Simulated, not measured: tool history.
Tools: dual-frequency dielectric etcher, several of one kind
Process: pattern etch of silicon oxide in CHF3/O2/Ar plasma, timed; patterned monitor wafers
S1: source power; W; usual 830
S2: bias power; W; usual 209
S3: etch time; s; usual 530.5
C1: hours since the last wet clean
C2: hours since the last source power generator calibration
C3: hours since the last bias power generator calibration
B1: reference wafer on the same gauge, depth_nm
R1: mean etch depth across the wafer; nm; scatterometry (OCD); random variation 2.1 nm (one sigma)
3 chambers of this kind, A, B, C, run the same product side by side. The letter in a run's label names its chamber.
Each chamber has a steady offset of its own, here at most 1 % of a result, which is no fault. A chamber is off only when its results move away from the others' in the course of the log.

| run | hour | S1 | S2 | S3 | C1 | C2 | C3 | B1 | R1 |
|---|---|---|---|---|---|---|---|---|---|
| 1B | 3.8 | 830 | 209 | 530.5 | 256.9 | 1178.8 | 2217.2 | 1149.7 | 1248.5 |
| 2C | 8.8 | 830 | 209 | 530.5 | 47.0 | 776.0 | 1821.1 | 1149.6 | 1240.5 |
| 3A | 11.5 | 830 | 209 | 530.5 | 349.7 | 1615.1 | 2436.0 | 1149.3 | 1253.4 |
| 4B | 15.6 | 830 | 209 | 530.5 | 268.7 | 1190.6 | 2229.0 | 1149.3 | 1247.9 |
| 5C | 20.4 | 830 | 209 | 530.5 | 58.6 | 787.6 | 1832.7 | 1148.8 | 1236.0 |
| 6A | 24.5 | 900 | 209 | 530.5 | 362.7 | 1628.1 | 2449.0 | 1148.9 | 1294.9 |
| 7A | 27.2 | 900 | 209 | 530.5 | 365.4 | 1630.8 | 2451.7 | 1148.8 | 1297.5 |
| 8C | 31.7 | 900 | 209 | 530.5 | 69.9 | 798.9 | 1844.0 | 1148.2 | 1274.9 |
| 9B | 35.3 | 830 | 209 | 620.5 | 288.4 | 1210.3 | 2248.7 | 1148.0 | 1457.3 |
| 10C | 39.1 | 830 | 209 | 620.5 | 77.3 | 806.3 | 1851.4 | 1148.3 | 1450.8 |
| 11A | 41.4 | 830 | 209 | 620.5 | 379.6 | 1645.0 | 2465.9 | 1147.5 | 1464.5 |
| 12B | 44.8 | 830 | 255 | 603.5 | 297.9 | 1219.8 | 2258.2 | 1146.9 | 1517.8 |
| 13A | 47.3 | 830 | 255 | 603.5 | 385.5 | 1650.9 | 2471.8 | 1147.5 | 1533.8 |
| 14C | 50.1 | 830 | 255 | 603.5 | 88.3 | 817.3 | 1862.4 | 1147.3 | 1503.2 |
| 15B | 53.9 | 830 | 209 | 530.5 | 307.0 | 1228.9 | 2267.3 | 1147.0 | 1250.5 |
| 16A | 58.7 | 830 | 238 | 586.0 | 396.9 | 1662.3 | 2483.2 | 1146.9 | 1447.2 |
| 17B | 61.9 | 830 | 238 | 586.0 | 315.0 | 1236.9 | 2275.3 | 1146.2 | 1437.3 |
| 18C | 66.3 | 830 | 238 | 586.0 | 104.5 | 833.5 | 1878.6 | 1146.1 | 1424.6 |
| 19B | 70.5 | 830 | 209 | 530.5 | 323.6 | 1245.5 | 2283.9 | 1146.1 | 1245.6 |
| 20C | 74.3 | 830 | 209 | 530.5 | 112.5 | 841.5 | 1886.6 | 1145.7 | 1232.3 |
| 21A | 78.0 | 830 | 209 | 530.5 | 416.2 | 1681.6 | 2502.5 | 1146.2 | 1251.1 |
| 22C | 81.2 | 670 | 239 | 530.5 | 119.4 | 848.4 | 1893.5 | 1145.1 | 1193.7 |
| 23B | 84.9 | 670 | 239 | 530.5 | 338.0 | 1259.9 | 2298.3 | 1145.0 | 1202.8 |
| 24A | 89.3 | 670 | 239 | 530.5 | 427.5 | 1692.9 | 2513.8 | 1144.8 | 1206.0 |
| 25B | 92.7 | 830 | 209 | 530.5 | 345.8 | 1267.7 | 2306.1 | 1144.7 | 1245.0 |
| 26C | 96.9 | 830 | 209 | 530.5 | 135.1 | 864.1 | 1909.2 | 1144.2 | 1230.2 |
| 27A | 99.6 | 630 | 209 | 530.5 | 437.8 | 1703.2 | 2524.1 | 1144.8 | 1121.8 |
| 28C | 102.6 | 630 | 209 | 530.5 | 140.8 | 869.8 | 1914.9 | 1144.0 | 1108.7 |
| 29B | 105.4 | 630 | 209 | 530.5 | 358.5 | 1280.4 | 2318.8 | 1144.0 | 1118.1 |
| 30A | 108.0 | 830 | 209 | 530.5 | 446.2 | 1711.6 | 2532.5 | 1143.5 | 1248.5 |
| 31C | 111.6 | 830 | 209 | 530.5 | 149.8 | 878.8 | 1923.9 | 1143.7 | 1230.1 |
| 32A | 113.8 | 830 | 209 | 530.5 | 452.0 | 1717.4 | 2538.3 | 1143.6 | 1252.2 |
| 33B | 117.0 | 830 | 209 | 530.5 | 370.1 | 1292.0 | 2330.4 | 1143.9 | 1243.2 |
| 34C | 120.5 | 830 | 209 | 530.5 | 158.7 | 887.7 | 1932.8 | 1143.3 | 1229.3 |
| 35A | 124.3 | 830 | 209 | 530.5 | 462.5 | 1727.9 | 2548.8 | 1142.8 | 1248.0 |
| 36B | 128.2 | 830 | 209 | 530.5 | 381.3 | 1303.2 | 2341.6 | 1142.8 | 1245.8 |
| 37C | 132.3 | 830 | 209 | 530.5 | 170.5 | 899.5 | 1944.6 | 1142.2 | 1229.2 |
| 38B | 135.8 | 830 | 209 | 530.5 | 388.9 | 1310.8 | 2349.2 | 1142.8 | 1242.6 |
| 39A | 140.7 | 830 | 209 | 530.5 | 478.9 | 1744.3 | 2565.2 | 1142.2 | 1247.3 |

Is one chamber off against the others, does the gauge drift, or is nothing wrong? If a chamber is off, say which, and what the likeliest cause is.

The gauge drifts, so all chambers seem to drift together. No chamber is off.
Cause: gauge reads low (%) = 0.702.
